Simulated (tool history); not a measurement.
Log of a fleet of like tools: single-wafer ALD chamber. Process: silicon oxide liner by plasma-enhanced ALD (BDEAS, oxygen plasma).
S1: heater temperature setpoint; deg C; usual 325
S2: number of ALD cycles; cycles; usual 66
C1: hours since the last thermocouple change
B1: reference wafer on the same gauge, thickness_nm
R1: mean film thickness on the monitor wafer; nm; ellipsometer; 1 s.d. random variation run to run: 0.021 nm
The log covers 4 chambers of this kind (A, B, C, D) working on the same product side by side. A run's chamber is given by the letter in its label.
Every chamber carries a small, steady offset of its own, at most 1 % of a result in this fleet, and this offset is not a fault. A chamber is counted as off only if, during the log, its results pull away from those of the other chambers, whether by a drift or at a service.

run 1C hour=5.9 | S1=325 S2=66 | C1=1788.1 | B1=6.5757 | R1=5.9205
run 2B hour=13.5 | S1=325 S2=66 | C1=1144.2 | B1=6.5767 | R1=5.9772
run 3D hour=21.1 | S1=325 S2=66 | C1=2346.7 | B1=6.5838 | R1=5.9014
run 4A hour=28.9 | S1=325 S2=66 | C1=490.5 | B1=6.5764 | R1=5.9162
run 5B hour=37.1 | S1=325 S2=66 | C1=1167.8 | B1=6.5831 | R1=5.9736
run 6C hour=44.5 | S1=325 S2=66 | C1=1826.7 | B1=6.5802 | R1=5.9526
run 7D hour=51.1 | S1=325 S2=66 | C1=2376.7 | B1=6.5752 | R1=5.9042
run 8A hour=56.6 | S1=325 S2=57 | C1=518.2 | B1=6.5786 | R1=5.1398
run 9B hour=63.1 | S1=325 S2=57 | C1=1193.8 | B1=6.5808 | R1=5.1598
run 10A hour=71.0 | S1=325 S2=57 | C1=532.6 | B1=6.5803 | R1=5.1396
run 11D hour=79.7 | S1=325 S2=57 | C1=2405.3 | B1=6.5801 | R1=5.1127
-- hour=86.9 chamber D: thermocouple changed; heater temperature recalibrated
run 12C hour=88.7 | S1=325 S2=66 | C1=1870.9 | B1=6.5794 | R1=5.9505
run 13C hour=95.2 | S1=314 S2=59 | C1=1877.4 | B1=6.5803 | R1=5.4015
run 14B hour=100.5 | S1=314 S2=59 | C1=1231.2 | B1=6.5759 | R1=5.4369
run 15D hour=106.4 | S1=314 S2=59 | C1=19.6 | B1=6.5862 | R1=5.3967
run 16A hour=116.4 | S1=314 S2=59 | C1=578.0 | B1=6.5844 | R1=5.3653
run 17A hour=121.0 | S1=325 S2=66 | C1=582.6 | B1=6.5833 | R1=5.9290
run 18B hour=127.9 | S1=325 S2=66 | C1=1258.6 | B1=6.5795 | R1=5.9856
run 19C hour=136.5 | S1=325 S2=66 | C1=1918.7 | B1=6.5778 | R1=5.9708
run 20D hour=145.6 | S1=325 S2=66 | C1=58.8 | B1=6.5810 | R1=5.9219
run 21D hour=152.0 | S1=325 S2=66 | C1=65.2 | B1=6.5815 | R1=5.8804
run 22A hour=162.0 | S1=325 S2=66 | C1=623.6 | B1=6.5805 | R1=5.9345
run 23B hour=170.1 | S1=325 S2=76 | C1=1300.8 | B1=6.5839 | R1=6.8893
run 24C hour=178.3 | S1=325 S2=76 | C1=1960.5 | B1=6.5815 | R1=6.8582
run 25D hour=188.7 | S1=325 S2=76 | C1=101.9 | B1=6.5843 | R1=6.8097

Read the log: is a single chamber off, either drifting away or since a service, is the gauge that measures every chamber drifting, or is nothing wrong beyond small per-chamber offsets? Name any odd chamber and what most likely caused it.

No chamber is off and the gauge is stable; the differences are just each chamber's small, constant offset.
